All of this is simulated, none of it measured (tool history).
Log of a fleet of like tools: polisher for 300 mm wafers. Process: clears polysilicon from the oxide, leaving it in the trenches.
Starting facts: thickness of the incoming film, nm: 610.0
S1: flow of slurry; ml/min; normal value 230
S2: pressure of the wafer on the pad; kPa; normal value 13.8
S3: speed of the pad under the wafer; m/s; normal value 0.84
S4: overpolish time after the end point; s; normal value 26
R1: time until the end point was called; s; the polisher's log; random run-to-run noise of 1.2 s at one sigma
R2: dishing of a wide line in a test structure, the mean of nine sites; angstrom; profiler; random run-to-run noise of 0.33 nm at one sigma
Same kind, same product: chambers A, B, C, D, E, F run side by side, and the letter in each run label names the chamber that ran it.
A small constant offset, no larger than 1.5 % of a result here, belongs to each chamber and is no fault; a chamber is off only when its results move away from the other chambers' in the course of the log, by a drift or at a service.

run,hour,S1,S2,S3,S4,R1,R2
# hour 3.3: chamber D: worn pad replaced by a new one
1A,7.5,230,13.8,0.84,26,82.169,317.11
2C,17.4,230,13.8,0.84,26,78.123,313.04
3B,23.4,230,13.8,0.84,26,79.015,315.46
# hour 27.7: chamber C: head pressure recalibrated
4E,36.0,230,13.8,0.84,26,81.505,309.87
# hour 36.5: chamber E: worn pad replaced by a new one
# hour 40.9: chamber C: worn pad replaced by a new one
5F,46.0,230,13.8,0.84,26,78.966,319.46
6D,51.4,230,13.8,0.84,26,78.128,312.00
# hour 55.1: chamber F: worn pad replaced by a new one
# hour 60.9: chamber A: worn pad replaced by a new one
7B,61.6,230,13.8,0.84,26,77.655,315.42
8C,70.7,230,13.8,0.84,26,78.781,308.21
9A,80.8,230,13.8,0.60,15,115.400,291.17
# hour 86.1: chamber C: slurry nozzle cleaned
# hour 86.9: chamber A: head pressure recalibrated
10D,90.0,230,13.8,0.60,15,111.580,285.60
# hour 94.3: chamber B: worn pad replaced by a new one
11F,101.4,230,13.8,0.60,15,109.630,290.40
# hour 108.0: chamber C: worn pad replaced by a new one
12E,110.6,230,13.8,0.60,15,112.810,284.17
# hour 113.2: chamber D: worn pad replaced by a new one
# hour 118.1: chamber E: slurry nozzle cleaned
13F,122.8,230,13.8,0.60,15,109.710,295.18
14A,131.3,230,13.8,0.60,15,114.380,287.90
# hour 131.4: chamber E: worn pad replaced by a new one
15D,143.1,230,13.8,0.84,26,79.274,309.66
# hour 148.9: chamber F: worn pad replaced by a new one
16B,150.4,230,13.8,0.84,26,80.337,313.38
17E,160.6,230,13.8,0.84,26,78.901,312.87
# hour 167.3: chamber D: head pressure recalibrated
# hour 171.2: chamber A: worn pad replaced by a new one
18C,171.8,230,13.8,0.84,26,79.382,310.27
# hour 174.9: chamber C: worn pad replaced by a new one
19E,184.3,230,13.8,0.84,26,80.116,310.83
20F,196.8,230,13.8,0.84,26,80.032,315.34
21B,207.9,205,13.8,0.84,37,79.595,312.53
# hour 211.4: chamber D: slurry nozzle cleaned
22D,216.3,205,13.8,0.84,37,74.010,311.95
# hour 216.9: chamber D: worn pad replaced by a new one
# hour 222.8: chamber A: slurry nozzle cleaned
23C,225.7,205,13.8,0.84,37,80.039,309.96
# hour 225.9: chamber E: worn pad replaced by a new one
# hour 227.7: chamber B: worn pad replaced by a new one
24A,233.9,205,13.8,0.84,37,82.784,310.53
# hour 241.1: chamber F: worn pad replaced by a new one
# hour 241.3: chamber C: worn pad replaced by a new one
25D,246.3,205,13.8,0.84,37,72.002,312.57
26A,251.8,205,13.8,0.84,37,80.959,320.62
27F,258.8,230,11.7,0.70,26,113.740,309.72
28E,264.5,230,11.7,0.70,26,111.990,305.18
29B,270.0,230,11.7,0.70,26,114.460,311.99
# hour 271.7: chamber F: slurry nozzle cleaned
# hour 272.1: chamber A: worn pad replaced by a new one
30C,277.2,230,11.7,0.70,26,114.220,308.83
31B,284.9,230,11.7,0.70,26,113.110,309.54
# hour 290.5: chamber F: head pressure recalibrated
32E,292.1,230,11.7,0.70,26,113.660,310.56
33F,300.2,230,13.8,0.84,26,79.334,317.28
# hour 311.1: chamber D: worn pad replaced by a new one
34A,312.5,230,13.8,0.84,26,77.877,312.92
# hour 315.5: chamber C: worn pad replaced by a new one
35D,324.1,230,13.8,0.84,26,70.550,307.33
36C,333.9,230,13.8,0.84,26,78.662,312.57
# hour 336.7: chamber B: worn pad replaced by a new one
37D,346.5,230,13.8,0.68,32,89.658,311.71
38B,357.9,230,13.8,0.68,32,97.694,318.43
39C,366.9,230,13.8,0.68,32,100.220,315.37
# hour 374.4: chamber A: worn pad replaced by a new one
40A,375.7,230,13.8,0.68,32,98.450,318.13

The same settings go to every chamber for the next run, one line per chamber below. Forecast the results for each:
41A,384.7,230,13.8,0.84,26,?,?
41B,384.7,230,13.8,0.84,26,?,?
41C,384.7,230,13.8,0.84,26,?,?
41D,384.7,230,13.8,0.84,26,?,?
41E,384.7,230,13.8,0.84,26,?,?
41F,384.7,230,13.8,0.84,26,?,?

run,R1,R2
41A,81.621,314.73
41B,81.366,317.93
41C,80.311,307.58
41D,71.166,311.99
41E,79.729,312.71
41F,80.468,320.77
